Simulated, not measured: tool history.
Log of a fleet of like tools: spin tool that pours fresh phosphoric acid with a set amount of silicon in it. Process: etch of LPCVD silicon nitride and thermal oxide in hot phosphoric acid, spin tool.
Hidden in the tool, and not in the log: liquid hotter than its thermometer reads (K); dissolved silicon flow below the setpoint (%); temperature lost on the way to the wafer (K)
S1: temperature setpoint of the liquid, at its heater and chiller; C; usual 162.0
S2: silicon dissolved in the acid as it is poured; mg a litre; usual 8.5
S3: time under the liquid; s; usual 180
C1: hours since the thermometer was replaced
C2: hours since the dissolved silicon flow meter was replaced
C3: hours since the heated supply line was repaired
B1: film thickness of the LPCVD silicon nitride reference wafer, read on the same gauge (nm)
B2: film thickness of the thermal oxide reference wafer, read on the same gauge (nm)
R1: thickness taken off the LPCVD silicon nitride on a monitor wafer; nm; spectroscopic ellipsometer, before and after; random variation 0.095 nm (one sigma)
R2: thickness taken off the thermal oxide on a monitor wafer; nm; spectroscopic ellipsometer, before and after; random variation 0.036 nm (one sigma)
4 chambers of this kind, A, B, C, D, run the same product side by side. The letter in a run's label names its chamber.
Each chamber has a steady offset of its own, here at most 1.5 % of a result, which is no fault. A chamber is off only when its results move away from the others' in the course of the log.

run   hour     S1    S2   S3      C1      C2      C3      B1      B2      R1       R2
 1A    2.3  162.0   8.5  180  1585.8  1935.7  1424.7  150.02  129.97  14.679  0.44764
 2D    6.8  162.0   8.5  180  1333.6   135.5  1800.4  149.99  130.02  14.633  0.46143
 3C    9.6  162.0   8.5  180   266.8  2028.7    72.3  150.01  130.03  14.722  0.45221
 4B   12.6  162.0   8.5  180  1357.5   580.9   384.4  149.97  130.00  14.743  0.48201
 5C   16.8  162.0   8.5  180   274.0  2035.9    79.5  149.98  130.02  14.715  0.45915
 6D   22.1  162.0   8.5  180  1348.9   150.8  1815.7  149.99  130.02  14.600  0.49424
 7A   26.3  162.0   8.5  180  1609.8  1959.7  1448.7  150.00  130.04  14.843  0.44430
 8B   29.6  162.0  11.5  260  1374.5   597.9   401.4  149.95  129.99  20.952  0.68078
 9B   32.9  162.0  11.5  260  1377.8   601.2   404.7  150.02  130.01  21.417  0.59333
10A   35.7  162.0  11.5  260  1619.2  1969.1  1458.1  150.02  130.00  21.262  0.55459
11D   38.6  162.0  11.5  260  1365.4   167.3  1832.2  149.97  130.00  21.067  0.60334
12C   42.5  162.0   8.5  180   299.7  2061.6   105.2  150.01  130.02  14.834  0.45803
13A   47.7  162.0   8.5  180  1631.2  1981.1  1470.1  150.01  130.00  14.769  0.51160
14B   50.3  162.0   8.5  180  1395.2   618.6   422.1  149.97  130.01  14.629  0.40006
15C   55.5  162.0   8.5  180   312.7  2074.6   118.2  149.98  130.00  14.994  0.47983
16D   58.5  162.0   8.5  180  1385.3   187.2  1852.1  150.05  130.01  14.712  0.45365
      62.4  -- chamber A: heated supply line repaired
17A   63.8  163.5   2.5  180  1647.3  1997.2     1.5  149.96  130.04  15.635  0.53265
18C   69.1  163.5   2.5  180   326.3  2088.2   131.8  149.99  130.03  15.590  0.67333
19D   73.3  163.5   2.5  180  1400.1   202.0  1866.9  150.03  129.99  15.367  0.58044
20B   77.8  163.5   2.5  180  1422.7   646.1   449.6  149.97  130.00  15.289  0.60890
21C   82.8  162.0   4.0  180   340.0  2101.9   145.5  150.02  130.02  15.041  0.58547
22D   87.5  162.0   4.0  180  1414.3   216.2  1881.1  150.04  130.02  14.692  0.51724
23B   90.1  162.0   4.0  180  1435.0   658.4   461.9  150.03  130.00  14.693  0.50376
24A   92.6  162.0   4.0  180  1676.1  2026.0    30.3  149.98  130.00  14.762  0.55459
25C   97.5  162.0   8.5  180   354.7  2116.6   160.2  150.00  129.97  15.256  0.53383
26B  100.5  162.0   8.5  180  1445.4   668.8   472.3  150.03  129.97  14.640  0.47748
27D  103.8  162.0   8.5  180  1430.6   232.5  1897.4  149.98  130.01  14.624  0.46106
     104.0  -- chamber C: dissolved silicon flow meter replaced
28A  106.3  162.0   8.5  180  1689.8  2039.7    44.0  149.98  130.01  14.804  0.45014
29B  110.2  162.0   8.5  180  1455.1   678.5   482.0  149.96  129.98  14.817  0.46570
30C  115.4  162.0   8.5  180   372.6    11.5   178.1  149.96  129.98  15.145  0.51024
31A  117.9  162.0   8.5  180  1701.4  2051.3    55.6  149.97  130.00  14.771  0.47028
32D  121.9  162.0   8.5  180  1448.7   250.6  1915.5  150.03  129.98  14.580  0.45235
33B  126.1  162.0   8.5  180  1471.0   694.4   497.9  149.99  129.99  14.700  0.48674
34C  128.9  162.0   8.5  180   386.1    25.0   191.6  149.95  129.99  15.423  0.51425
35A  133.2  162.0   8.5  180  1716.7  2066.6    70.9  150.01  129.97  14.660  0.54882
36D  136.5  162.0   8.5  180  1463.3   265.2  1930.1  149.98  129.99  14.494  0.52613

What goes on in this fleet: one chamber off, a drifting gauge, or nothing beyond the chambers' own small offsets? Name the chamber and the cause, if any.

Chamber C drifts away from the others.
Cause: liquid hotter than its thermometer reads (K) = 1.15.

Here are 4 candidates for chamber C's next run, each the usual settings with a change, their results left as question marks. Which one brings its results back in line with what the others give on the usual settings?
In line means no further than this from the other chambers' mean on the usual settings: R1 0.330 nm; R2 0.13000 nm
37C-1  140.4  162.5   7.0  185                       ?   ?
37C-2  140.4  161.5  10.0  175                       ?   ?
37C-3  140.4  163.0   6.0  190                       ?   ?
37C-4  140.4  161.0  11.0  170                       ?   ?

The other chambers' mean on the usual settings: R1 14.667 nm; R2 0.47540 nm
  run      R1       R2
37C-1  16.005  0.58202
37C-2  14.652  0.48015
37C-3  16.711  0.63282
37C-4  13.999  0.43966
37C-2 brings the chamber back in line.

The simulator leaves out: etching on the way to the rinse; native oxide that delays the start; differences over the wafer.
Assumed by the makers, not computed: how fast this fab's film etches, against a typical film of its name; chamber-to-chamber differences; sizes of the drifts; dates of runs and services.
